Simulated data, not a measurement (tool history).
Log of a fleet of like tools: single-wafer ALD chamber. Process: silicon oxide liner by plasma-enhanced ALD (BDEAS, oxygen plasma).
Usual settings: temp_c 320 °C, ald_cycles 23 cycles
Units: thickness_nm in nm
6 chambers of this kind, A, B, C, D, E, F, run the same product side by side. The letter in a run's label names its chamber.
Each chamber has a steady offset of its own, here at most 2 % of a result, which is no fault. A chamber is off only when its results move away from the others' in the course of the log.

run,hour,temp_c,ald_cycles,"read-back reference wafer on the same gauge, thickness_nm",thickness_nm
1A,6.5,320,23,2.0108,2.0757
2C,17.7,320,23,2.0104,2.1058
3B,29,320,23,2.0105,2.1002
4F,39.5,320,23,2.0112,2.1019
5E,46.4,314,23,2.0116,2.1369
6D,56.5,314,23,2.0119,2.0792
7F,64.2,314,23,2.0111,2.1207
8D,75,314,23,2.0118,2.0718
9E,88.3,314,23,2.0124,2.1269
10C,95.1,314,23,2.0124,2.1172
11A,103.2,332,20,2.0129,1.7802
12B,111.5,332,20,2.0139,1.7947
13B,119.1,332,20,2.0128,1.802
14F,131,332,20,2.0135,1.8011
15E,143.6,332,20,2.014,1.8133
16D,150.1,332,20,2.0147,1.7615
17A,160.2,320,23,2.0154,2.079
18C,172,320,23,2.0143,2.101
19F,184.9,320,23,2.0158,2.1029
20D,195.5,333,26,2.0156,2.2905
21C,203.6,333,26,2.0161,2.3352
22A,216.8,333,26,2.0164,2.3063
23E,225.2,333,26,2.0171,2.3457
24B,234.8,333,26,2.0173,2.3352
25E,245.8,333,26,2.0169,2.3537
26F,259.3,320,23,2.0176,2.1034
27A,267.5,320,23,2.0172,2.0825
28B,279.8,320,23,2.018,2.106
29D,286.7,320,23,2.0179,2.0707
30C,296.8,310,20,2.019,1.8655
31C,309.3,310,20,2.0188,1.8571
32E,321.6,310,20,2.0189,1.8738
33D,334.5,310,20,2.0193,1.8275
34F,340.9,310,20,2.0201,1.8594
35B,348.4,310,20,2.0203,1.863
36A,359.8,320,23,2.0203,2.088
37C,371.6,320,23,2.0209,2.1198
38E,378.3,320,23,2.0206,2.124
39F,388.7,320,23,2.0212,2.1075
40D,396.4,320,23,2.0209,2.0705
41A,409.8,320,23,2.0216,2.0868
42B,420.6,320,23,2.022,2.1097
43A,432.5,320,23,2.0228,2.0872

Next, every chamber runs the same settings. What will each give?
44A,442.3,320,23,,?
44B,442.3,320,23,,?
44C,442.3,320,23,,?
44D,442.3,320,23,,?
44E,442.3,320,23,,?
44F,442.3,320,23,,?

run,thickness_nm
44A,2.0887
44B,2.1128
44C,2.1131
44D,2.0742
44E,2.1266
44F,2.1162

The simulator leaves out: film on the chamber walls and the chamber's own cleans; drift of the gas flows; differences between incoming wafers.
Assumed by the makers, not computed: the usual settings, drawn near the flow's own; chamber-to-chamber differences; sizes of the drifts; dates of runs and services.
